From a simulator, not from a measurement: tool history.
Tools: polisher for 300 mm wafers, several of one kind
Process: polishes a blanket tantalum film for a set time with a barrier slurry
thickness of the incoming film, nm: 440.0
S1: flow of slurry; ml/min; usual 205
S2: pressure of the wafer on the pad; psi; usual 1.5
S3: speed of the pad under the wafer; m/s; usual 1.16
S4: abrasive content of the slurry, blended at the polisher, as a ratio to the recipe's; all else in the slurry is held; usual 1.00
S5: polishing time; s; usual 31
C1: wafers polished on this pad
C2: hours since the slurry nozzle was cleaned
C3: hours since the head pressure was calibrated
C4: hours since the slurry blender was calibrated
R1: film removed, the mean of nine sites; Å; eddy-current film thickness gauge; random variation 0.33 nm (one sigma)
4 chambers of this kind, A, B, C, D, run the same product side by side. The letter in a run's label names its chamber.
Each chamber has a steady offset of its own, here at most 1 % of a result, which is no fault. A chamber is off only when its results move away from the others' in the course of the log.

| run | day | S1 | S2 | S3 | S4 | S5 | C1 | C2 | C3 | C4 | R1 |
|---|---|---|---|---|---|---|---|---|---|---|---|
|  | 0.038 | chamber B: worn pad replaced by a new one |
|  | 0.212 | chamber A: slurry blender recalibrated |
| 1B | 0.250 | 205 | 1.5 | 1.16 | 1.00 | 31 | 77 | 375.6 | 1175.5 | 422.4 | 523.49 |
|  | 0.300 | chamber C: slurry nozzle cleaned |
|  | 0.425 | chamber A: worn pad replaced by a new one |
| 2C | 0.596 | 205 | 1.5 | 1.16 | 1.00 | 31 | 615 | 7.2 | 32.6 | 134.9 | 525.39 |
| 3A | 0.829 | 205 | 1.5 | 1.16 | 1.00 | 31 | 144 | 188.4 | 156.2 | 14.8 | 532.04 |
|  | 0.946 | chamber B: slurry blender recalibrated |
| 4D | 1.067 | 205 | 1.5 | 1.16 | 1.00 | 31 | 405 | 321.8 | 77.9 | 96.4 | 522.02 |
| 5C | 1.292 | 205 | 1.5 | 1.46 | 1.00 | 35 | 863 | 23.9 | 49.3 | 151.6 | 750.87 |
| 6B | 1.662 | 205 | 1.5 | 1.46 | 1.00 | 35 | 580 | 409.5 | 1209.4 | 17.2 | 745.77 |
|  | 1.779 | chamber A: worn pad replaced by a new one |
| 7A | 1.858 | 205 | 1.5 | 1.46 | 1.00 | 35 | 28 | 213.1 | 180.9 | 39.5 | 748.56 |
|  | 2.125 | chamber D: worn pad replaced by a new one |
| 8D | 2.238 | 205 | 1.5 | 1.46 | 1.00 | 35 | 40 | 349.9 | 106.0 | 124.5 | 743.60 |
|  | 2.325 | chamber C: worn pad replaced by a new one |
| 9D | 2.404 | 205 | 1.9 | 1.16 | 1.00 | 31 | 100 | 353.9 | 110.0 | 128.5 | 664.16 |
| 10B | 2.700 | 205 | 1.9 | 1.16 | 1.00 | 31 | 950 | 434.4 | 1234.3 | 42.1 | 661.82 |
|  | 3.033 | chamber B: worn pad replaced by a new one |
| 11A | 3.046 | 205 | 1.9 | 1.16 | 1.00 | 31 | 452 | 241.6 | 209.4 | 68.0 | 674.87 |
|  | 3.150 | chamber B: head pressure recalibrated |
| 12C | 3.233 | 205 | 1.9 | 1.16 | 1.00 | 31 | 324 | 70.5 | 95.9 | 198.2 | 672.36 |
|  | 3.271 | chamber A: worn pad replaced by a new one |
| 13B | 3.408 | 205 | 1.5 | 1.16 | 1.20 | 41 | 133 | 451.4 | 6.3 | 59.1 | 683.39 |
| 14A | 3.650 | 205 | 1.5 | 1.16 | 1.20 | 41 | 135 | 256.1 | 223.9 | 82.5 | 742.33 |
|  | 3.988 | chamber D: worn pad replaced by a new one |
| 15D | 4.029 | 205 | 1.5 | 1.16 | 1.20 | 41 | 14 | 392.9 | 149.0 | 167.5 | 731.47 |
| 16C | 4.296 | 205 | 1.5 | 1.16 | 1.20 | 41 | 702 | 96.0 | 121.4 | 223.7 | 737.06 |
| 17A | 4.521 | 205 | 1.5 | 1.16 | 1.00 | 31 | 446 | 277.0 | 244.8 | 103.4 | 530.75 |
|  | 4.596 | chamber D: slurry blender recalibrated |
| 18C | 4.721 | 205 | 2.0 | 1.16 | 1.00 | 31 | 854 | 106.2 | 131.6 | 233.9 | 705.20 |
|  | 4.942 | chamber A: worn pad replaced by a new one |
| 19D | 5.062 | 205 | 2.0 | 1.16 | 1.00 | 31 | 383 | 417.7 | 173.8 | 11.2 | 701.89 |
| 20B | 5.321 | 205 | 2.0 | 1.16 | 1.00 | 31 | 815 | 497.3 | 52.2 | 105.0 | 677.31 |
| 21A | 5.658 | 205 | 2.0 | 1.16 | 1.00 | 31 | 256 | 304.3 | 272.1 | 130.7 | 713.23 |
|  | 5.917 | chamber C: worn pad replaced by a new one |
| 22C | 5.950 | 205 | 1.5 | 1.16 | 1.00 | 31 | 12 | 135.7 | 161.1 | 263.4 | 532.37 |
|  | 5.992 | chamber D: worn pad replaced by a new one |
|  | 6.112 | chamber B: worn pad replaced by a new one |
| 23D | 6.325 | 205 | 1.5 | 1.16 | 1.00 | 31 | 119 | 448.0 | 204.1 | 41.5 | 523.45 |
|  | 6.467 | chamber A: worn pad replaced by a new one |
| 24B | 6.679 | 205 | 1.5 | 1.16 | 1.25 | 31 | 202 | 529.9 | 84.8 | 137.6 | 531.19 |
| 25A | 6.883 | 205 | 1.5 | 1.16 | 1.25 | 31 | 149 | 333.7 | 301.5 | 160.1 | 561.82 |
| 26B | 7.096 | 205 | 1.5 | 1.16 | 1.25 | 31 | 351 | 539.9 | 94.8 | 147.6 | 532.49 |
| 27D | 7.417 | 205 | 1.5 | 1.16 | 1.25 | 31 | 508 | 474.2 | 230.3 | 67.7 | 554.55 |

All 4 chambers run these settings next. Forecast each chamber's results:
| 28A | 7.692 | 205 | 1.5 | 1.16 | 1.00 | 31 |  |  |  |  | ? |
| 28B | 7.692 | 205 | 1.5 | 1.16 | 1.00 | 31 |  |  |  |  | ? |
| 28C | 7.692 | 205 | 1.5 | 1.16 | 1.00 | 31 |  |  |  |  | ? |
| 28D | 7.692 | 205 | 1.5 | 1.16 | 1.00 | 31 |  |  |  |  | ? |

| run | R1 |
|---|---|
| 28A | 533.66 |
| 28B | 501.40 |
| 28C | 525.73 |
| 28D | 521.38 |
